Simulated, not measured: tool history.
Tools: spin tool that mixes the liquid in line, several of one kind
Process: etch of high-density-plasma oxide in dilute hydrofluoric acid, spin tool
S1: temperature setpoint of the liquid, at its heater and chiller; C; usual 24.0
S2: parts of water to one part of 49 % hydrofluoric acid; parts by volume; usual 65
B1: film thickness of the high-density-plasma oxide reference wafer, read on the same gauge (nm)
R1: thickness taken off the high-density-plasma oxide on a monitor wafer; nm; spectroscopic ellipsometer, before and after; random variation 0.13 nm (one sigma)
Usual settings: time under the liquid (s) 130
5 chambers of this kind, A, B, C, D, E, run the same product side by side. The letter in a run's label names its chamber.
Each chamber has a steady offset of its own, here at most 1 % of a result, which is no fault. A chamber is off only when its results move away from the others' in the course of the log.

{"run": "1B", "hour": 10.2, "S1": 24.0, "S2": 65, "time under the liquid (s)": 130, "B1": 99.987, "R1": 16.876}
{"run": "2C", "hour": 21.1, "S1": 24.0, "S2": 65, "time under the liquid (s)": 130, "B1": 99.967, "R1": 17.07}
{"run": "3E", "hour": 30.0, "S1": 24.0, "S2": 65, "time under the liquid (s)": 130, "B1": 100.01, "R1": 16.696}
{"run": "4D", "hour": 43.3, "S1": 24.0, "S2": 65, "time under the liquid (s)": 130, "B1": 100.03, "R1": 16.725}
{"run": "5A", "hour": 52.9, "S1": 24.0, "S2": 65, "time under the liquid (s)": 130, "B1": 99.969, "R1": 16.98}
{"run": "6A", "hour": 63.3, "S1": 24.0, "S2": 65, "time under the liquid (s)": 130, "B1": 99.976, "R1": 16.909}
{"hour": 74.2, "done": "chamber D: hydrofluoric acid flow meter replaced"}
{"run": "7D", "hour": 75.9, "S1": 24.0, "S2": 65, "time under the liquid (s)": 130, "B1": 99.982, "R1": 16.758}
{"run": "8E", "hour": 88.1, "S1": 24.0, "S2": 65, "time under the liquid (s)": 130, "B1": 99.994, "R1": 16.644}
{"run": "9B", "hour": 97.8, "S1": 24.0, "S2": 65, "time under the liquid (s)": 130, "B1": 99.949, "R1": 16.911}
{"run": "10C", "hour": 105.9, "S1": 24.0, "S2": 65, "time under the liquid (s)": 130, "B1": 100.01, "R1": 16.996}
{"run": "11A", "hour": 113.9, "S1": 24.0, "S2": 65, "time under the liquid (s)": 130, "B1": 100.0, "R1": 17.11}
{"run": "12B", "hour": 122.8, "S1": 20.5, "S2": 40, "time under the liquid (s)": 130, "B1": 99.997, "R1": 24.298}
{"run": "13D", "hour": 133.1, "S1": 20.5, "S2": 40, "time under the liquid (s)": 130, "B1": 99.996, "R1": 24.325}
{"run": "14C", "hour": 139.7, "S1": 20.5, "S2": 40, "time under the liquid (s)": 130, "B1": 99.996, "R1": 24.501}
{"run": "15E", "hour": 145.9, "S1": 20.5, "S2": 40, "time under the liquid (s)": 130, "B1": 100.02, "R1": 24.637}
{"run": "16A", "hour": 158.2, "S1": 20.5, "S2": 40, "time under the liquid (s)": 130, "B1": 99.997, "R1": 25.406}
{"run": "17C", "hour": 164.4, "S1": 24.0, "S2": 65, "time under the liquid (s)": 130, "B1": 100.04, "R1": 16.909}
{"run": "18E", "hour": 176.4, "S1": 24.0, "S2": 65, "time under the liquid (s)": 130, "B1": 100.02, "R1": 16.737}
{"run": "19B", "hour": 187.8, "S1": 24.0, "S2": 65, "time under the liquid (s)": 130, "B1": 99.98, "R1": 16.794}
{"hour": 192.8, "done": "chamber B: hydrofluoric acid flow meter replaced"}
{"run": "20D", "hour": 199.7, "S1": 24.0, "S2": 65, "time under the liquid (s)": 130, "B1": 99.986, "R1": 16.588}
{"run": "21B", "hour": 209.1, "S1": 24.0, "S2": 65, "time under the liquid (s)": 130, "B1": 99.981, "R1": 16.54}
{"run": "22E", "hour": 219.1, "S1": 24.0, "S2": 65, "time under the liquid (s)": 50, "B1": 100.0, "R1": 6.4701}
{"run": "23C", "hour": 228.3, "S1": 24.0, "S2": 65, "time under the liquid (s)": 50, "B1": 100.04, "R1": 6.4805}
{"run": "24A", "hour": 235.0, "S1": 24.0, "S2": 65, "time under the liquid (s)": 50, "B1": 100.01, "R1": 6.7636}
{"run": "25D", "hour": 245.8, "S1": 24.0, "S2": 65, "time under the liquid (s)": 50, "B1": 100.01, "R1": 6.3924}
{"run": "26E", "hour": 253.5, "S1": 24.0, "S2": 65, "time under the liquid (s)": 50, "B1": 100.0, "R1": 6.5305}
{"run": "27C", "hour": 260.2, "S1": 24.0, "S2": 65, "time under the liquid (s)": 130, "B1": 100.03, "R1": 16.87}
{"run": "28A", "hour": 269.5, "S1": 24.0, "S2": 65, "time under the liquid (s)": 130, "B1": 99.982, "R1": 17.937}
{"run": "29D", "hour": 281.8, "S1": 24.0, "S2": 80, "time under the liquid (s)": 195, "B1": 99.998, "R1": 20.0}
{"run": "30B", "hour": 289.5, "S1": 24.0, "S2": 80, "time under the liquid (s)": 195, "B1": 99.982, "R1": 20.206}

What goes on in this fleet: one chamber off, a drifting gauge, or nothing beyond the chambers' own small offsets? Name the chamber and the cause, if any.

Chamber A drifts away from the others.
Cause: hydrofluoric acid flow above the setpoint (%) = 6.12.
The log may not tell that from: liquid hotter than its thermometer reads (K).

Here are 4 candidates for chamber A's next run, each the usual settings with a change, their results left as question marks. Which one brings its results back in line with what the others give on the usual settings?
In line means no further than this from the other chambers' mean on the usual settings: R1 0.4400 nm
{"run": "31A-1", "hour": 299.2, "S1": 24.0, "S2": 65, "time under the liquid (s)": 140, "R1": "?"}
{"run": "31A-2", "hour": 299.2, "S1": 24.5, "S2": 60, "time under the liquid (s)": 130, "R1": "?"}
{"run": "31A-3", "hour": 299.2, "S1": 22.5, "S2": 65, "time under the liquid (s)": 130, "R1": "?"}
{"run": "31A-4", "hour": 299.2, "S1": 24.0, "S2": 65, "time under the liquid (s)": 115, "R1": "?"}

The other chambers' mean on the usual settings: R1 16.7980 nm
run=31A-1 R1=19.3680
run=31A-2 R1=20.0350
run=31A-3 R1=16.8980
run=31A-4 R1=15.9100
31A-3 brings the chamber back in line.
